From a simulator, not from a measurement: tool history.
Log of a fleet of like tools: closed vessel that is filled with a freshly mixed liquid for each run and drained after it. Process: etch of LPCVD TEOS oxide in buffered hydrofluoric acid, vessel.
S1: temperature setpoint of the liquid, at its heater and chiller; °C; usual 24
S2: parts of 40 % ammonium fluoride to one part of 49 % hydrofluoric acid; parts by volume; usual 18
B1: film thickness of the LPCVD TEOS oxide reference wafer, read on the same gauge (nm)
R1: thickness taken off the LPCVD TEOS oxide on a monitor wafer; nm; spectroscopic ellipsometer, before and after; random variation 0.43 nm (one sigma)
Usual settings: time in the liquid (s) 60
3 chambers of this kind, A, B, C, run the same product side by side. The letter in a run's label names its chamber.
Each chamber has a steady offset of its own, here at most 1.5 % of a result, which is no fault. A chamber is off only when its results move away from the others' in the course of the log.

{"run": "1B", "hour": 4.3, "S1": 24, "S2": 18, "time in the liquid (s)": 60, "B1": 29.95, "R1": 84.263}
{"run": "2C", "hour": 11.6, "S1": 24, "S2": 18, "time in the liquid (s)": 60, "B1": 30.04, "R1": 85.691}
{"run": "3A", "hour": 17.3, "S1": 24, "S2": 18, "time in the liquid (s)": 60, "B1": 29.985, "R1": 83.701}
{"run": "4A", "hour": 20.7, "S1": 24, "S2": 18, "time in the liquid (s)": 60, "B1": 30.011, "R1": 84.028}
{"run": "5C", "hour": 23.9, "S1": 24, "S2": 18, "time in the liquid (s)": 60, "B1": 30.043, "R1": 85.551}
{"run": "6B", "hour": 30.7, "S1": 24, "S2": 18, "time in the liquid (s)": 60, "B1": 29.961, "R1": 83.83}
{"run": "7B", "hour": 33.9, "S1": 24, "S2": 18, "time in the liquid (s)": 60, "B1": 30.004, "R1": 84.507}
{"run": "8C", "hour": 37.3, "S1": 24, "S2": 18, "time in the liquid (s)": 60, "B1": 30.032, "R1": 85.583}
{"run": "9A", "hour": 40.5, "S1": 24, "S2": 18, "time in the liquid (s)": 60, "B1": 29.979, "R1": 83.461}
{"run": "10A", "hour": 45.2, "S1": 24, "S2": 18, "time in the liquid (s)": 60, "B1": 30.002, "R1": 83.921}
{"run": "11B", "hour": 50.4, "S1": 24, "S2": 18, "time in the liquid (s)": 60, "B1": 29.981, "R1": 84.247}
{"run": "12C", "hour": 56.6, "S1": 24, "S2": 18, "time in the liquid (s)": 60, "B1": 29.973, "R1": 85.159}
{"run": "13A", "hour": 60.6, "S1": 24, "S2": 18, "time in the liquid (s)": 95, "B1": 30.027, "R1": 132.19}
{"run": "14B", "hour": 65.6, "S1": 24, "S2": 18, "time in the liquid (s)": 95, "B1": 30.065, "R1": 133.48}
{"run": "15C", "hour": 70.2, "S1": 24, "S2": 18, "time in the liquid (s)": 95, "B1": 30.029, "R1": 136.6}
{"run": "16B", "hour": 73.9, "S1": 24, "S2": 18, "time in the liquid (s)": 60, "B1": 30.004, "R1": 84.673}
{"run": "17A", "hour": 79.7, "S1": 24, "S2": 18, "time in the liquid (s)": 60, "B1": 29.997, "R1": 83.947}
{"run": "18C", "hour": 84.5, "S1": 24, "S2": 18, "time in the liquid (s)": 60, "B1": 30.026, "R1": 87.598}
{"run": "19A", "hour": 91.4, "S1": 24, "S2": 18, "time in the liquid (s)": 60, "B1": 30.029, "R1": 83.372}
{"run": "20B", "hour": 98.3, "S1": 24, "S2": 18, "time in the liquid (s)": 60, "B1": 29.954, "R1": 83.632}
{"run": "21C", "hour": 102.6, "S1": 24, "S2": 18, "time in the liquid (s)": 60, "B1": 30.021, "R1": 87.685}
{"run": "22C", "hour": 108.8, "S1": 24, "S2": 18, "time in the liquid (s)": 60, "B1": 30.033, "R1": 87.645}
{"run": "23A", "hour": 116.2, "S1": 24, "S2": 14, "time in the liquid (s)": 60, "B1": 30.063, "R1": 108.68}
{"run": "24B", "hour": 120.0, "S1": 24, "S2": 14, "time in the liquid (s)": 60, "B1": 29.957, "R1": 107.88}
{"run": "25A", "hour": 124.4, "S1": 24, "S2": 14, "time in the liquid (s)": 60, "B1": 30.004, "R1": 107.54}
{"run": "26B", "hour": 131.6, "S1": 24, "S2": 18, "time in the liquid (s)": 60, "B1": 30.022, "R1": 84.8}
{"run": "27C", "hour": 137.9, "S1": 24, "S2": 18, "time in the liquid (s)": 60, "B1": 30.028, "R1": 88.66}
{"run": "28A", "hour": 143.9, "S1": 24, "S2": 18, "time in the liquid (s)": 35, "B1": 29.994, "R1": 48.722}
{"run": "29C", "hour": 150.9, "S1": 24, "S2": 18, "time in the liquid (s)": 35, "B1": 30.027, "R1": 51.996}
{"run": "30B", "hour": 155.6, "S1": 24, "S2": 18, "time in the liquid (s)": 35, "B1": 29.998, "R1": 49.148}

All 3 chambers run these settings next. Forecast each chamber's results:
{"run": "31A", "hour": 161.0, "S1": 24, "S2": 18, "time in the liquid (s)": 60, "R1": "?"}
{"run": "31B", "hour": 161.0, "S1": 24, "S2": 18, "time in the liquid (s)": 60, "R1": "?"}
{"run": "31C", "hour": 161.0, "S1": 24, "S2": 18, "time in the liquid (s)": 60, "R1": "?"}

run=31A R1=84.465
run=31B R1=84.74
run=31C R1=89.174

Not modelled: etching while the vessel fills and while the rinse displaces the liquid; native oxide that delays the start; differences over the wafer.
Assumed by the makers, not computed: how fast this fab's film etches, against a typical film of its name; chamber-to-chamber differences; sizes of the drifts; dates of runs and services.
